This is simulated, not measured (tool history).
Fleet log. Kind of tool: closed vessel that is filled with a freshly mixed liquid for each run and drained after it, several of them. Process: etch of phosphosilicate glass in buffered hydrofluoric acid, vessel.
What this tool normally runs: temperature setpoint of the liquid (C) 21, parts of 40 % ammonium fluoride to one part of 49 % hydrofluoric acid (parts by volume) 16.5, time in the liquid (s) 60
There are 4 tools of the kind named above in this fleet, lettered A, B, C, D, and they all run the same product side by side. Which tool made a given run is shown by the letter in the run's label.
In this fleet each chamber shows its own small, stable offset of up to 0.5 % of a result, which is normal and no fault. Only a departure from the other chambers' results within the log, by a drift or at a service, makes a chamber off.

| run | hour | temperature setpoint of the liquid (C) | parts of 40 % ammonium fluoride to one part of 49 % hydrofluoric acid (parts by volume) | time in the liquid (s) | read-back film thickness of the phosphosilicate glass reference wafer, read on the same gauge (nm) | thickness taken off the phosphosilicate glass on a monitor wafer (nm) |
|---|---|---|---|---|---|---|
| 1B | 5.5 | 21 | 16.5 | 60 | 40.004 | 139.32 |
| 2D | 10.7 | 21 | 16.5 | 60 | 39.998 | 139.74 |
| 3C | 14.7 | 21 | 16.5 | 60 | 40.019 | 140.04 |
| 4A | 20.3 | 21 | 16.5 | 60 | 39.981 | 138.5 |
| 5C | 26.9 | 21 | 16.5 | 60 | 40.033 | 137.4 |
| 6A | 31.9 | 21 | 16.5 | 60 | 39.97 | 139.64 |
| 7D | 34.9 | 21 | 16.5 | 60 | 40.015 | 140.16 |
|  | 35.2 | chamber D: thermometer replaced |
| 8B | 39 | 21 | 16.5 | 60 | 39.98 | 139.94 |
| 9B | 41.9 | 25.5 | 16.5 | 60 | 39.996 | 179.04 |
| 10A | 47.6 | 25.5 | 16.5 | 60 | 39.984 | 177.05 |
| 11D | 52.5 | 25.5 | 16.5 | 60 | 40.013 | 176.96 |
| 12C | 56.3 | 25.5 | 16.5 | 60 | 39.996 | 179.27 |
| 13A | 62.1 | 21 | 16.5 | 60 | 39.972 | 139.05 |
| 14D | 65.3 | 21 | 16.5 | 60 | 40.021 | 138.66 |
| 15B | 71.1 | 21 | 16.5 | 60 | 40 | 140.54 |
| 16C | 75.3 | 21 | 16.5 | 60 | 40.011 | 140.04 |
| 17C | 81.8 | 21 | 16.5 | 60 | 39.995 | 140.43 |
| 18B | 85.6 | 21 | 16.5 | 60 | 39.994 | 139.08 |
| 19D | 92.1 | 21 | 16.5 | 60 | 40.024 | 138.48 |
| 20A | 95.6 | 21 | 16.5 | 60 | 40.003 | 139.57 |
| 21C | 98.8 | 21 | 16.5 | 60 | 40.018 | 140.52 |
| 22B | 102.3 | 21 | 16.5 | 30 | 40.013 | 69.863 |
| 23A | 108.2 | 21 | 16.5 | 30 | 39.987 | 69.572 |
| 24D | 112.3 | 21 | 16.5 | 30 | 39.992 | 69.943 |
| 25A | 118.5 | 21 | 16.5 | 30 | 40.018 | 69.652 |
| 26B | 122 | 21 | 12 | 45 | 39.969 | 143.33 |
| 27D | 125.6 | 21 | 12 | 45 | 39.995 | 143.59 |
| 28C | 128.5 | 21 | 12 | 45 | 39.963 | 147.14 |
| 29A | 131.7 | 21 | 12 | 45 | 39.979 | 141.83 |
| 30C | 134.9 | 21 | 16.5 | 35 | 39.986 | 83.58 |
| 31B | 139.2 | 21 | 16.5 | 35 | 39.998 | 81.77 |
| 32D | 143.5 | 21 | 16.5 | 35 | 39.996 | 80.851 |
| 33B | 148 | 21 | 16.5 | 35 | 39.997 | 81.078 |
| 34D | 151 | 21 | 16.5 | 60 | 39.98 | 138.41 |
| 35A | 157.1 | 21 | 16.5 | 60 | 40.023 | 138.36 |
| 36C | 160.7 | 21 | 16.5 | 60 | 40.02 | 144.31 |
| 37C | 166.1 | 21 | 16.5 | 60 | 39.994 | 145.91 |
| 38B | 170.5 | 17 | 16.5 | 30 | 39.985 | 55.822 |
| 39A | 173.5 | 17 | 16.5 | 30 | 40.009 | 55.694 |
| 40D | 180.1 | 17 | 16.5 | 30 | 39.975 | 55.425 |
| 41A | 183.2 | 17 | 16.5 | 30 | 39.971 | 55.576 |
| 42D | 186.8 | 21 | 16.5 | 60 | 39.98 | 138.21 |

One chamber off, gauge drift, or nothing amiss beyond the chambers' own small offsets? If it is a chamber, which one, and what is the likeliest cause?

It is chamber C that slowly wanders off from its peers.
Cause: liquid hotter than its thermometer reads (K) = 0.917.
From this log alone, it may not be told apart from: hydrofluoric acid flow above the setpoint (%).

Here are 4 candidates for chamber C's next run, each the usual settings with a change, their results left as question marks. Which one brings its results back in line with what the others give on the usual settings?
Maximum distance from the other chambers' mean on the usual settings for a result to count as in line: thickness taken off the phosphosilicate glass on a monitor wafer (nm) 2.6
| 43C-1 | 191.5 | 21.5 | 16 | 60 |  | ? |
| 43C-2 | 191.5 | 21 | 16.5 | 55 |  | ? |
| 43C-3 | 191.5 | 21 | 17.5 | 60 |  | ? |
| 43C-4 | 191.5 | 21 | 16.5 | 65 |  | ? |

Average result of the remaining chambers running the usual settings: thickness taken off the phosphosilicate glass on a monitor wafer (nm) 139.25
| run | thickness taken off the phosphosilicate glass on a monitor wafer (nm) |
|---|---|
| 43C-1 | 155.37 |
| 43C-2 | 134.39 |
| 43C-3 | 138.34 |
| 43C-4 | 158.83 |
Change 43C-3 lands the chamber within the allowed miss of the other chambers.
